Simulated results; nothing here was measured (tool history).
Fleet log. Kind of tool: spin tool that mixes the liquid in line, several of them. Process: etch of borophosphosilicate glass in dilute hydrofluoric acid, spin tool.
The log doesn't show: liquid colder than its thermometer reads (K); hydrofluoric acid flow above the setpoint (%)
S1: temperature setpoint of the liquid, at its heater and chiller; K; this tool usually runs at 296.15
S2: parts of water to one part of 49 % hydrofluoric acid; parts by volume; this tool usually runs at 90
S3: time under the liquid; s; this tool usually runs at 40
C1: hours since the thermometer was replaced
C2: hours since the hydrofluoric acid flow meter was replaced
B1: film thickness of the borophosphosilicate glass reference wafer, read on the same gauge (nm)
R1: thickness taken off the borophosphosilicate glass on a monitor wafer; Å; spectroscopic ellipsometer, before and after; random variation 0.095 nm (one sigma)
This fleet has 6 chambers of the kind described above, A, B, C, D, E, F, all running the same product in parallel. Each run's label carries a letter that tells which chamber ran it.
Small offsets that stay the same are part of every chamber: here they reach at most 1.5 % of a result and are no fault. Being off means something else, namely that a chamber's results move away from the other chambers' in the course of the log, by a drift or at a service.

run	hour	S1	S2	S3	C1	C2	B1	R1
1E	6.1	296.15	90	40	295.9	522	90.008	111.18
2F	14.8	296.15	90	40	490	102.9	90.001	111.88
3B	21.3	296.15	90	40	869.4	533.2	90.019	110.3
4C	31	296.15	90	40	399.7	202.9	90.011	114.19
5A	41.1	296.15	90	40	474.4	868.6	90.014	111.57
6D	49.1	296.15	90	40	794.3	765.4	90	111.73
7A	55.9	296.15	90	40	489.2	883.4	90.002	112.58
8C	60.8	296.15	90	40	429.5	232.7	90.019	115.73
9B	65.8	296.15	50	60	913.9	577.7	90.008	323.3
10E	74.8	296.15	50	60	364.6	590.7	89.986	315.26
11D	81.5	296.15	50	60	826.7	797.8	90.027	316.83
12F	88.2	296.15	50	60	563.4	176.3	89.97	317.37
13E	96.7	296.15	50	60	386.5	612.6	89.989	318.45
14A	106.1	296.15	50	60	539.4	933.6	89.977	320.53
15D	116.4	296.15	90	40	861.6	832.7	89.963	112.15
# hour 118.6: chamber A: hydrofluoric acid flow meter replaced
16F	123.3	294.15	90	40	598.5	211.4	90.009	101.73
17C	132.7	294.15	90	40	501.4	304.6	89.978	103.92
# hour 133.3: chamber A: thermometer replaced
18B	138.9	294.15	90	40	987	650.8	90.01	102.64
19C	147.4	294.15	90	40	516.1	319.3	89.998	104
20B	157.4	294.15	90	40	1005.5	669.3	90.008	103.38
21E	164.7	294.15	90	40	454.5	680.6	89.97	106.66
22D	169.6	298.15	90	60	914.8	885.9	90.002	181.15
23F	179.9	298.15	90	60	655.1	268	90.004	181.59
24A	186	298.15	90	60	52.7	67.4	90.01	182.52
25B	191.1	298.15	90	60	1039.2	703	89.999	179.14
26F	197.3	298.15	90	60	672.5	285.4	89.982	180.98
27A	206.9	298.15	90	60	73.6	88.3	89.982	183.3
28C	215	296.15	90	40	583.7	386.9	90.026	113.42
29D	219.7	296.15	90	40	964.9	936	89.983	110.57
30E	225.9	296.15	90	40	515.7	741.8	90.016	120.73
31E	230.7	296.15	110	20	520.5	746.6	90.003	48.614
32C	237.6	296.15	110	20	606.3	409.5	89.988	45.002
33F	244.9	296.15	110	20	720.1	333	90.011	45.263
34D	250.9	296.15	110	20	996.1	967.2	90.01	44.613
35B	256.8	296.15	110	20	1104.9	768.7	90.031	44.33
36A	265	296.15	110	20	131.7	146.4	89.995	44.387
37D	274.1	296.15	90	40	1019.3	990.4	89.998	112.12

Each of the 6 chambers runs these same settings next. Fill in every chamber's results:
38A	281.8	296.15	90	15				?
38B	281.8	296.15	90	15				?
38C	281.8	296.15	90	15				?
38D	281.8	296.15	90	15				?
38E	281.8	296.15	90	15				?
38F	281.8	296.15	90	15				?

run	R1
38A	41.919
38B	41.626
38C	42.404
38D	41.715
38E	46.231
38F	42.094
